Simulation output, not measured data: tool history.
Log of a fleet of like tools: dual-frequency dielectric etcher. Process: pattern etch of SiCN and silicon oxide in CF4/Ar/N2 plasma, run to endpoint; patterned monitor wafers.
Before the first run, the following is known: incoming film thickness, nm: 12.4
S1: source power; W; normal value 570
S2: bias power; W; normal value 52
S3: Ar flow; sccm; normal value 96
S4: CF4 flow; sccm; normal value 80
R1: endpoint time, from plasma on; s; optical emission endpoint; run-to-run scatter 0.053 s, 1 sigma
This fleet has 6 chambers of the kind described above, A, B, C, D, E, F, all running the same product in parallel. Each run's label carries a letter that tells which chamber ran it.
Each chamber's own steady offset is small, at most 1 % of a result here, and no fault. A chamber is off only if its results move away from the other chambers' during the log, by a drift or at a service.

run	hour	S1	S2	S3	S4	R1
1D	7.4	570	52	96	80	12.643
# hour 14: chamber D: CF4 flow controller replaced
2C	18.9	570	52	96	80	12.676
3A	28.5	570	52	96	80	12.634
4B	38.5	570	52	96	80	12.697
5E	45.3	570	52	96	80	12.52
6F	54.6	570	60	96	88	11.924
7E	65.2	570	60	96	88	11.815
8C	74.9	570	60	96	88	11.865
9A	86.8	570	60	96	88	11.803
10D	92.5	570	60	96	88	11.847
11F	99	570	60	96	88	11.938
12B	104.3	570	52	96	80	12.629
13F	112.5	570	52	96	80	12.608
14E	118.8	570	52	96	80	12.657
15A	127.9	570	52	96	80	12.5
16D	136.8	570	52	96	80	12.635
17C	143.1	570	52	96	80	12.742
18B	154.1	570	52	96	80	12.592
19C	163	510	52	96	74	14.144
20A	171	510	52	96	74	13.999
21F	179.3	510	52	96	74	14.167
22B	185.1	510	52	96	74	14.231
23D	195.2	510	52	96	74	14.202
24E	203.8	510	52	96	74	14.148
# hour 208.8: chamber E: wet clean of the chamber
25E	210.6	570	43	79	80	12.819
# hour 216.9: chamber F: wet clean of the chamber
26D	221.5	570	43	79	80	12.909
27B	228.9	570	43	79	80	12.837
28C	239.2	570	43	79	80	12.975
29F	245.1	570	43	79	80	12.968
# hour 249.4: chamber D: wet clean of the chamber
30A	255.1	570	43	79	80	12.89
31A	263.7	570	52	96	80	12.626
# hour 268.8: chamber D: Ar flow controller replaced
32F	275.5	570	52	96	80	12.734
# hour 283.2: chamber C: wet clean of the chamber
33C	283.8	570	52	96	80	12.594
34D	294.9	570	45	96	80	13.136
35B	304	570	45	96	80	12.925
36E	315.6	570	45	96	80	13.169
37C	325.9	570	45	96	80	13.29
38D	331.6	570	45	96	80	13.096
39E	337.8	570	45	96	80	13.2
40B	348.3	570	52	81	62	12.562
41A	355.6	570	52	81	62	12.659
42F	366.4	570	52	81	62	12.868
43B	377.3	570	52	81	62	12.571
44C	385.8	570	52	81	62	12.793

Each of the 6 chambers runs these same settings next. Fill in every chamber's results:
45A	394.6	570	52	96	97	?
45B	394.6	570	52	96	97	?
45C	394.6	570	52	96	97	?
45D	394.6	570	52	96	97	?
45E	394.6	570	52	96	97	?
45F	394.6	570	52	96	97	?

run	R1
45A	12.253
45B	12.039
45C	12.321
45D	12.18
45E	12.241
45F	12.108
